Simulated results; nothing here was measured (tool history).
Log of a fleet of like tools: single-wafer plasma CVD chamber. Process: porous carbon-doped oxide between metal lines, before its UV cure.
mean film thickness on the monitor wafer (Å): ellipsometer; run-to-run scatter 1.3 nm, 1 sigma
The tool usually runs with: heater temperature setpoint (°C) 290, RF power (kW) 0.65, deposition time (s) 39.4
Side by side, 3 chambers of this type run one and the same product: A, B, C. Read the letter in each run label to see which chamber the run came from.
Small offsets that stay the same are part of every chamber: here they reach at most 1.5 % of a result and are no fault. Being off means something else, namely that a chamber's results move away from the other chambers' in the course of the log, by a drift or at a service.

| run | hour | heater temperature setpoint (°C) | RF power (kW) | deposition time (s) | hours since the last thermocouple change | hours since the last RF generator calibration | read-back reference wafer on the same gauge, thickness_nm | mean film thickness on the monitor wafer (Å) |
|---|---|---|---|---|---|---|---|---|
| 1C | 8.5 | 290 | 0.65 | 39.4 | 473.1 | 1422.4 | 273.18 | 2640.6 |
| 2B | 20.8 | 290 | 0.65 | 39.4 | 2255.3 | 433.7 | 272.98 | 2637.9 |
| 3A | 31.5 | 290 | 0.65 | 39.4 | 2270.7 | 1032.8 | 272.98 | 2624.2 |
| 4B | 38.6 | 290 | 0.65 | 39.4 | 2273.1 | 451.5 | 273.19 | 2618.6 |
| 5C | 53.9 | 286 | 0.65 | 44.3 | 518.5 | 1467.8 | 272.67 | 3001.8 |
| 6A | 68.3 | 286 | 0.65 | 44.3 | 2307.5 | 1069.6 | 272.58 | 3034.6 |
| 7B | 78.2 | 286 | 0.65 | 44.3 | 2312.7 | 491.1 | 273.14 | 3020.9 |
|  | 87.5 | chamber C: RF generator calibrated |
| 8C | 90.3 | 290 | 0.65 | 39.4 | 554.9 | 2.9 | 273.06 | 2634.7 |
| 9A | 104.8 | 290 | 0.65 | 39.4 | 2344 | 1106.1 | 272.91 | 2618.7 |
| 10B | 118.8 | 290 | 0.65 | 39.4 | 2353.3 | 531.7 | 272.8 | 2652.6 |
| 11C | 128.8 | 290 | 0.65 | 39.4 | 593.4 | 41.4 | 273.07 | 2611.3 |
| 12A | 142.3 | 290 | 0.65 | 39.4 | 2381.5 | 1143.6 | 272.94 | 2639.3 |
| 13A | 154.2 | 286 | 0.55 | 39.4 | 2393.4 | 1155.5 | 273.09 | 2418.5 |
| 14B | 165 | 286 | 0.55 | 39.4 | 2399.5 | 577.9 | 273.1 | 2423 |
| 15C | 174 | 286 | 0.55 | 39.4 | 638.6 | 86.6 | 272.73 | 2421.2 |
| 16A | 188.8 | 290 | 0.65 | 39.4 | 2428 | 1190.1 | 273.3 | 2659 |
| 17B | 202.6 | 290 | 0.65 | 39.4 | 2437.1 | 615.5 | 273.11 | 2632.3 |
| 18C | 217.9 | 290 | 0.65 | 39.4 | 682.5 | 130.5 | 272.67 | 2644.1 |
| 19C | 231.1 | 290 | 0.72 | 39.4 | 695.7 | 143.7 | 272.88 | 2800 |
| 20B | 240.3 | 290 | 0.72 | 39.4 | 2474.8 | 653.2 | 273.05 | 2818.6 |
| 21A | 255.9 | 290 | 0.72 | 39.4 | 2495.1 | 1257.2 | 273.26 | 2802.8 |
| 22B | 267.8 | 290 | 0.65 | 39.4 | 2502.3 | 680.7 | 272.94 | 2624.2 |
| 23A | 281.4 | 290 | 0.65 | 39.4 | 2520.6 | 1282.7 | 273 | 2639.3 |
| 24C | 294.8 | 290 | 0.65 | 39.4 | 759.4 | 207.4 | 272.97 | 2640.3 |
| 25A | 307.4 | 290 | 0.65 | 39.4 | 2546.6 | 1308.7 | 272.85 | 2622.4 |

Predict what each chamber gives when all 3 of them run the settings below next.
| 26A | 318.9 | 290 | 0.65 | 35.8 |  |  |  | ? |
| 26B | 318.9 | 290 | 0.65 | 35.8 |  |  |  | ? |
| 26C | 318.9 | 290 | 0.65 | 35.8 |  |  |  | ? |

| run | mean film thickness on the monitor wafer (Å) |
|---|---|
| 26A | 2397.9 |
| 26B | 2407.3 |
| 26C | 2390.3 |
